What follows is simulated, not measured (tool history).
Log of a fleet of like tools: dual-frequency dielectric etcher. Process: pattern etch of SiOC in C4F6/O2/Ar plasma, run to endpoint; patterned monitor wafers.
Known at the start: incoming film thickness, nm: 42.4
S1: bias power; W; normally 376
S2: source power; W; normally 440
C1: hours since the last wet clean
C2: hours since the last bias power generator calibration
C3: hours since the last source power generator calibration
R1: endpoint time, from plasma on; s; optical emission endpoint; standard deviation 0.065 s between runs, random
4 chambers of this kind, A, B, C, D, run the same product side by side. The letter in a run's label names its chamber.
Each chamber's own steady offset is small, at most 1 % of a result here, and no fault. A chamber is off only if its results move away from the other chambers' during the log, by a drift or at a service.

Run 1B, hour 2.6: usual settings; C1 306.7; C2 87.3; C3 1203.2. Result: R1 15.130 s.
Run 2C, hour 6.8: usual settings; C1 169.8; C2 280.3; C3 3234.6. Result: R1 15.354 s.
Run 3D, hour 9.0: usual settings; C1 192.8; C2 1728.0; C3 746.0. Result: R1 15.159 s.
Run 4A, hour 13.0: usual settings; C1 456.7; C2 1846.4; C3 3702.6. Result: R1 15.299 s.
Run 5B, hour 15.2: usual settings; C1 319.3; C2 99.9; C3 1215.8. Result: R1 15.116 s.
Run 6D, hour 17.3: usual settings; C1 201.1; C2 1736.3; C3 754.3. Result: R1 15.252 s.
Run 7A, hour 20.9: usual settings; C1 464.6; C2 1854.3; C3 3710.5. Result: R1 15.333 s.
Run 8C, hour 24.0: usual settings; C1 187.0; C2 297.5; C3 3251.8. Result: R1 15.204 s.
Run 9A, hour 27.1: usual settings; C1 470.8; C2 1860.5; C3 3716.7. Result: R1 15.223 s.
Run 10C, hour 29.1: usual settings; C1 192.1; C2 302.6; C3 3256.9. Result: R1 15.320 s.
Run 11B, hour 32.3: usual settings; C1 336.4; C2 117.0; C3 1232.9. Result: R1 15.199 s.
Run 12D, hour 35.0: usual settings; C1 218.8; C2 1754.0; C3 772.0. Result: R1 15.355 s.
Run 13B, hour 38.6: usual settings; C1 342.7; C2 123.3; C3 1239.2. Result: R1 15.069 s.
Run 14C, hour 42.0: usual settings; C1 205.0; C2 315.5; C3 3269.8. Result: R1 15.306 s.
Run 15D, hour 45.0: usual settings; C1 228.8; C2 1764.0; C3 782.0. Result: R1 15.283 s.
Run 16A, hour 47.2: usual settings; C1 490.9; C2 1880.6; C3 3736.8. Result: R1 15.223 s.
Run 17C, hour 50.6: usual settings; C1 213.6; C2 324.1; C3 3278.4. Result: R1 15.205 s.
Run 18B, hour 54.0: usual settings; C1 358.1; C2 138.7; C3 1254.6. Result: R1 15.235 s.
Run 19A, hour 56.0: usual settings; C1 499.7; C2 1889.4; C3 3745.6. Result: R1 15.306 s.
Run 20D, hour 59.2: usual settings; C1 243.0; C2 1778.2; C3 796.2. Result: R1 15.240 s.
Run 21A, hour 63.4: usual settings; C1 507.1; C2 1896.8; C3 3753.0. Result: R1 15.205 s.
Run 22B, hour 66.6: usual settings; C1 370.7; C2 151.3; C3 1267.2. Result: R1 15.359 s.
Run 23D, hour 69.5: usual settings; C1 253.3; C2 1788.5; C3 806.5. Result: R1 15.280 s.
Run 24C, hour 73.5: usual settings but S2 520 W; C1 236.5; C2 347.0; C3 3301.3. Result: R1 14.356 s.
Run 25A, hour 77.8: usual settings but S2 520 W; C1 521.5; C2 1911.2; C3 3767.4. Result: R1 14.356 s.
Run 26B, hour 80.0: usual settings but S2 520 W; C1 384.1; C2 164.7; C3 1280.6. Result: R1 14.422 s.
Run 27D, hour 82.2: usual settings but S2 520 W; C1 266.0; C2 1801.2; C3 819.2. Result: R1 14.304 s.
Run 28C, hour 84.8: usual settings; C1 247.8; C2 358.3; C3 3312.6. Result: R1 15.128 s.
Run 29C, hour 87.8: usual settings but S1 345 W, S2 500 W; C1 250.8; C2 361.3; C3 3315.6. Result: R1 15.037 s.
Run 30A, hour 91.8: usual settings but S1 345 W, S2 500 W; C1 535.5; C2 1925.2; C3 3781.4. Result: R1 15.044 s.
At hour 93.4: chamber A: wet clean of the chamber.
Run 31D, hour 95.5: usual settings but S1 345 W, S2 500 W; C1 279.3; C2 1814.5; C3 832.5. Result: R1 15.056 s.
Run 32B, hour 97.9: usual settings but S1 345 W, S2 500 W; C1 402.0; C2 182.6; C3 1298.5. Result: R1 15.343 s.
Run 33C, hour 101.1: usual settings; C1 264.1; C2 374.6; C3 3328.9. Result: R1 15.325 s.
Run 34B, hour 104.1: usual settings; C1 408.2; C2 188.8; C3 1304.7. Result: R1 15.756 s.
Run 35D, hour 108.1: usual settings; C1 291.9; C2 1827.1; C3 845.1. Result: R1 15.203 s.
Run 36A, hour 111.8: usual settings; C1 18.4; C2 1945.2; C3 3801.4. Result: R1 15.310 s.

All chambers now run identical settings, listed one chamber a line with results as question marks. What results will each chamber show?
Run 37A, hour 114.9: usual settings. Result: R1 ?.
Run 37B, hour 114.9: usual settings. Result: R1 ?.
Run 37C, hour 114.9: usual settings. Result: R1 ?.
Run 37D, hour 114.9: usual settings. Result: R1 ?.

run      R1
37A  15.245
37B  15.643
37C  15.301
37D  15.155

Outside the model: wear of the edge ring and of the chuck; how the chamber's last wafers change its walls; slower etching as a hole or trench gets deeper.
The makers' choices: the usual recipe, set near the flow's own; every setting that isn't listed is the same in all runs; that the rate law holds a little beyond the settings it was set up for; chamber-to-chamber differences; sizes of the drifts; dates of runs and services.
